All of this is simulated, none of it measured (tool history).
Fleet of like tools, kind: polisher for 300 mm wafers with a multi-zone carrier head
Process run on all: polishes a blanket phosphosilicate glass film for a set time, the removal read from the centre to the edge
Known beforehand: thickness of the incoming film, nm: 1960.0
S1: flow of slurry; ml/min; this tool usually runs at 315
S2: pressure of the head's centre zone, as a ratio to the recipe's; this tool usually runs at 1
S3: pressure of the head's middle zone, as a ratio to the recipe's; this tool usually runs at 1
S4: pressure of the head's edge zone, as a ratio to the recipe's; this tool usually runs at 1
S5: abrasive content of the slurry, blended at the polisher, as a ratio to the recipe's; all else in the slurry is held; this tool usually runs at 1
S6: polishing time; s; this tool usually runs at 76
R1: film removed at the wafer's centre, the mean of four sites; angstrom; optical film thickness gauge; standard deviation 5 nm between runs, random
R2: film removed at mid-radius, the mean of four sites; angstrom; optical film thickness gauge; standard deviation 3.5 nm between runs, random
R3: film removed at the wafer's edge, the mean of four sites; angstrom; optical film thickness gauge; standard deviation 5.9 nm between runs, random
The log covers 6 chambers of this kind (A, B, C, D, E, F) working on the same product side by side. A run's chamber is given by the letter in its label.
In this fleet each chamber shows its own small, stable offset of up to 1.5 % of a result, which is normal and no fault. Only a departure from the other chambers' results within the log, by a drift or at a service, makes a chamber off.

{"run": "1C", "hour": 5.5, "S1": 315, "S2": 1, "S3": 1, "S4": 1, "S5": 1, "S6": 76, "R1": 5280.3, "R2": 5272.3, "R3": 5306.9}
{"hour": 7.5, "done": "chamber D: worn pad replaced by a new one"}
{"hour": 8.2, "done": "chamber A: worn pad replaced by a new one"}
{"hour": 12.5, "done": "chamber F: worn pad replaced by a new one"}
{"run": "2A", "hour": 13.4, "S1": 315, "S2": 1, "S3": 1, "S4": 1, "S5": 1, "S6": 76, "R1": 5260.5, "R2": 5312.2, "R3": 5328.5}
{"hour": 21.0, "done": "chamber E: worn pad replaced by a new one"}
{"run": "3D", "hour": 23.2, "S1": 315, "S2": 1, "S3": 1, "S4": 1, "S5": 1, "S6": 76, "R1": 5125.9, "R2": 5289.2, "R3": 5169.4}
{"run": "4E", "hour": 29.2, "S1": 315, "S2": 1, "S3": 1, "S4": 1, "S5": 1, "S6": 76, "R1": 5222.3, "R2": 5341, "R3": 5279.6}
{"hour": 32.8, "done": "chamber C: worn pad replaced by a new one"}
{"run": "5B", "hour": 35.8, "S1": 315, "S2": 1, "S3": 1, "S4": 1, "S5": 1, "S6": 76, "R1": 5230.3, "R2": 5268.3, "R3": 5393.8}
{"run": "6F", "hour": 42.4, "S1": 315, "S2": 1, "S3": 1, "S4": 1, "S5": 1, "S6": 76, "R1": 5304.4, "R2": 5253.1, "R3": 5345.8}
{"hour": 52.1, "done": "chamber E: edge zone pressure recalibrated"}
{"run": "7A", "hour": 52.7, "S1": 315, "S2": 1, "S3": 1, "S4": 1, "S5": 1, "S6": 76, "R1": 5206.2, "R2": 5229.8, "R3": 5227.5}
{"hour": 55.7, "done": "chamber A: edge zone pressure recalibrated"}
{"hour": 64.0, "done": "chamber A: centre zone pressure recalibrated"}
{"run": "8E", "hour": 64.6, "S1": 315, "S2": 1, "S3": 1, "S4": 1, "S5": 1, "S6": 76, "R1": 5297, "R2": 5248.6, "R3": 5299.6}
{"run": "9D", "hour": 70.4, "S1": 315, "S2": 1, "S3": 1, "S4": 1, "S5": 1, "S6": 76, "R1": 5241.6, "R2": 5224.2, "R3": 5395.6}
{"run": "10B", "hour": 82.1, "S1": 315, "S2": 1, "S3": 1, "S4": 1, "S5": 1, "S6": 76, "R1": 5220.7, "R2": 5252.1, "R3": 5363.5}
{"hour": 83.0, "done": "chamber F: worn pad replaced by a new one"}
{"run": "11C", "hour": 88.5, "S1": 315, "S2": 1, "S3": 1, "S4": 1, "S5": 1, "S6": 76, "R1": 5311.1, "R2": 5228.5, "R3": 5248}
{"hour": 94.2, "done": "chamber A: worn pad replaced by a new one"}
{"run": "12F", "hour": 95.2, "S1": 315, "S2": 1, "S3": 1, "S4": 1, "S5": 1, "S6": 76, "R1": 5271.8, "R2": 5274, "R3": 5476.6}
{"run": "13F", "hour": 102.6, "S1": 315, "S2": 1, "S3": 1, "S4": 1, "S5": 1, "S6": 76, "R1": 5197.5, "R2": 5298.3, "R3": 5395.4}
{"hour": 102.7, "done": "chamber E: worn pad replaced by a new one"}
{"hour": 104.8, "done": "chamber B: worn pad replaced by a new one"}
{"hour": 105.3, "done": "chamber C: worn pad replaced by a new one"}
{"hour": 107.8, "done": "chamber D: worn pad replaced by a new one"}
{"run": "14A", "hour": 111.8, "S1": 315, "S2": 1, "S3": 1, "S4": 1, "S5": 1, "S6": 76, "R1": 5265.8, "R2": 5325.1, "R3": 5399.8}
{"run": "15E", "hour": 119.8, "S1": 315, "S2": 1, "S3": 1, "S4": 1, "S5": 1, "S6": 76, "R1": 5316, "R2": 5227.7, "R3": 5313.1}
{"run": "16C", "hour": 129.2, "S1": 315, "S2": 1, "S3": 1, "S4": 1, "S5": 1, "S6": 76, "R1": 5203.9, "R2": 5282.8, "R3": 5207}
{"run": "17B", "hour": 141.1, "S1": 315, "S2": 1, "S3": 1, "S4": 1, "S5": 1, "S6": 76, "R1": 5224.9, "R2": 5275.9, "R3": 5297.8}
{"hour": 145.1, "done": "chamber B: centre zone pressure recalibrated"}
{"run": "18D", "hour": 149.8, "S1": 315, "S2": 1, "S3": 1, "S4": 1, "S5": 1, "S6": 76, "R1": 5248.6, "R2": 5166.7, "R3": 5313.8}
{"hour": 153.9, "done": "chamber F: worn pad replaced by a new one"}
{"run": "19E", "hour": 157.5, "S1": 315, "S2": 1, "S3": 1, "S4": 1, "S5": 1, "S6": 76, "R1": 5252.8, "R2": 5282.5, "R3": 5388.7}
{"run": "20D", "hour": 164.8, "S1": 315, "S2": 1, "S3": 1, "S4": 1, "S5": 1, "S6": 76, "R1": 5196.5, "R2": 5215.8, "R3": 5312.9}
{"hour": 165.0, "done": "chamber C: worn pad replaced by a new one"}
{"run": "21C", "hour": 175.6, "S1": 315, "S2": 1, "S3": 1, "S4": 1, "S5": 1, "S6": 76, "R1": 5269.1, "R2": 5232.1, "R3": 5275}
{"hour": 176.2, "done": "chamber E: worn pad replaced by a new one"}
{"hour": 178.9, "done": "chamber F: centre zone pressure recalibrated"}
{"run": "22A", "hour": 182.3, "S1": 315, "S2": 1, "S3": 1, "S4": 1.11, "S5": 0.8, "S6": 76, "R1": 4739.7, "R2": 4758.9, "R3": 5051.1}
{"hour": 183.5, "done": "chamber A: worn pad replaced by a new one"}
{"hour": 186.7, "done": "chamber D: worn pad replaced by a new one"}
{"run": "23F", "hour": 193.8, "S1": 315, "S2": 1, "S3": 1, "S4": 1.11, "S5": 0.8, "S6": 76, "R1": 5116, "R2": 4780, "R3": 5066.3}
{"run": "24B", "hour": 204.6, "S1": 315, "S2": 1, "S3": 1, "S4": 1.11, "S5": 0.8, "S6": 76, "R1": 4665, "R2": 4712.3, "R3": 5028.7}
{"hour": 211.1, "done": "chamber A: slurry nozzle cleaned"}
{"hour": 211.1, "done": "chamber D: slurry nozzle cleaned"}
{"run": "25C", "hour": 214.8, "S1": 315, "S2": 1, "S3": 1, "S4": 1.11, "S5": 0.8, "S6": 76, "R1": 4762.8, "R2": 4677.5, "R3": 4929.5}
{"hour": 214.9, "done": "chamber C: centre zone pressure recalibrated"}
{"hour": 222.6, "done": "chamber B: worn pad replaced by a new one"}
{"run": "26F", "hour": 226.7, "S1": 315, "S2": 1, "S3": 1, "S4": 1.11, "S5": 0.8, "S6": 76, "R1": 5160, "R2": 4722.5, "R3": 5134.6}
{"hour": 228.8, "done": "chamber C: worn pad replaced by a new one"}
{"hour": 231.8, "done": "chamber F: worn pad replaced by a new one"}
{"run": "27E", "hour": 237.1, "S1": 315, "S2": 1, "S3": 1, "S4": 1.11, "S5": 0.8, "S6": 76, "R1": 4670, "R2": 4761.9, "R3": 4929.9}
{"run": "28A", "hour": 244.9, "S1": 315, "S2": 1, "S3": 1, "S4": 1, "S5": 1, "S6": 76, "R1": 5376.4, "R2": 5335.4, "R3": 5378}
{"hour": 246.5, "done": "chamber E: worn pad replaced by a new one"}
{"run": "29B", "hour": 252.9, "S1": 315, "S2": 1, "S3": 1, "S4": 1, "S5": 1, "S6": 76, "R1": 5131, "R2": 5284.2, "R3": 5228.2}
{"run": "30D", "hour": 263.1, "S1": 315, "S2": 1, "S3": 1, "S4": 1, "S5": 1, "S6": 76, "R1": 5227.6, "R2": 5254.1, "R3": 5268.8}
{"hour": 266.5, "done": "chamber D: worn pad replaced by a new one"}
{"run": "31C", "hour": 271.3, "S1": 315, "S2": 1, "S3": 1, "S4": 1, "S5": 1, "S6": 76, "R1": 5226.2, "R2": 5229.3, "R3": 5223.1}
{"hour": 272.2, "done": "chamber A: worn pad replaced by a new one"}
{"run": "32B", "hour": 283.4, "S1": 315, "S2": 1, "S3": 1, "S4": 1, "S5": 1, "S6": 76, "R1": 5239.8, "R2": 5274.6, "R3": 5359.4}
{"run": "33D", "hour": 288.8, "S1": 315, "S2": 1, "S3": 1, "S4": 1, "S5": 1, "S6": 76, "R1": 5155.8, "R2": 5269.1, "R3": 5124.4}
{"run": "34F", "hour": 297.0, "S1": 315, "S2": 1, "S3": 1, "S4": 1, "S5": 1, "S6": 76, "R1": 5780.3, "R2": 5246.4, "R3": 5408}
{"run": "35A", "hour": 303.1, "S1": 220, "S2": 1, "S3": 1, "S4": 1, "S5": 1, "S6": 76, "R1": 5061.5, "R2": 5076.9, "R3": 5137.9}
{"run": "36E", "hour": 312.4, "S1": 220, "S2": 1, "S3": 1, "S4": 1, "S5": 1, "S6": 76, "R1": 5019.9, "R2": 5111.4, "R3": 5159.3}
{"run": "37B", "hour": 321.4, "S1": 220, "S2": 1, "S3": 1, "S4": 1, "S5": 1, "S6": 76, "R1": 4919.6, "R2": 5090.1, "R3": 5064.6}
{"hour": 327.2, "done": "chamber E: worn pad replaced by a new one"}
{"run": "38D", "hour": 329.1, "S1": 220, "S2": 1, "S3": 1, "S4": 1, "S5": 1, "S6": 76, "R1": 4996.1, "R2": 5024.7, "R3": 5065.2}
{"run": "39E", "hour": 339.8, "S1": 220, "S2": 1, "S3": 1, "S4": 1, "S5": 1, "S6": 76, "R1": 4988.6, "R2": 5151.5, "R3": 5117.2}
{"run": "40A", "hour": 350.2, "S1": 220, "S2": 1, "S3": 1, "S4": 1, "S5": 1, "S6": 76, "R1": 5034.5, "R2": 5148.2, "R3": 5110.2}

One chamber off, gauge drift, or nothing amiss beyond the chambers' own small offsets? If it is a chamber, which one, and what is the likeliest cause?

After it was serviced, chamber F no longer matches the other chambers.
Cause: centre zone's pressure above its setpoint, % = 9.56.

Below are 4 candidate recipes for chamber F's next run, each the usual settings with a change, their results shown as question marks. Which of them brings F's results back in line with what the other chambers give on the usual settings?
Counts as in line when no further than this from what the other chambers average on the usual settings: R1 170 angstrom; R2 120 angstrom; R3 210 angstrom
{"run": "41F-1", "hour": 359.2, "S1": 315, "S2": 1.03, "S3": 0.99, "S4": 0.99, "S5": 1, "S6": 77, "R1": "?", "R2": "?", "R3": "?"}
{"run": "41F-2", "hour": 359.2, "S1": 310, "S2": 0.93, "S3": 1.02, "S4": 1.02, "S5": 1, "S6": 75, "R1": "?", "R2": "?", "R3": "?"}
{"run": "41F-3", "hour": 359.2, "S1": 320, "S2": 1.07, "S3": 0.98, "S4": 0.98, "S5": 1, "S6": 77, "R1": "?", "R2": "?", "R3": "?"}
{"run": "41F-4", "hour": 359.2, "S1": 315, "S2": 0.97, "S3": 1.01, "S4": 1.01, "S5": 1, "S6": 75, "R1": "?", "R2": "?", "R3": "?"}

The mean the other chambers reach with the usual settings: R1 5230.5 angstrom; R2 5271.2 angstrom; R3 5282.7 angstrom
run=41F-1 R1=6002.1 R2=5263.5 R3=5366.7
run=41F-2 R1=5224.7 R2=5265.8 R3=5302.3
run=41F-3 R1=6263.7 R2=5220.6 R3=5344.7
run=41F-4 R1=5478.5 R2=5224.4 R3=5281.3
The answer is 41F-2, which returns the chamber to within the allowed miss of the others.

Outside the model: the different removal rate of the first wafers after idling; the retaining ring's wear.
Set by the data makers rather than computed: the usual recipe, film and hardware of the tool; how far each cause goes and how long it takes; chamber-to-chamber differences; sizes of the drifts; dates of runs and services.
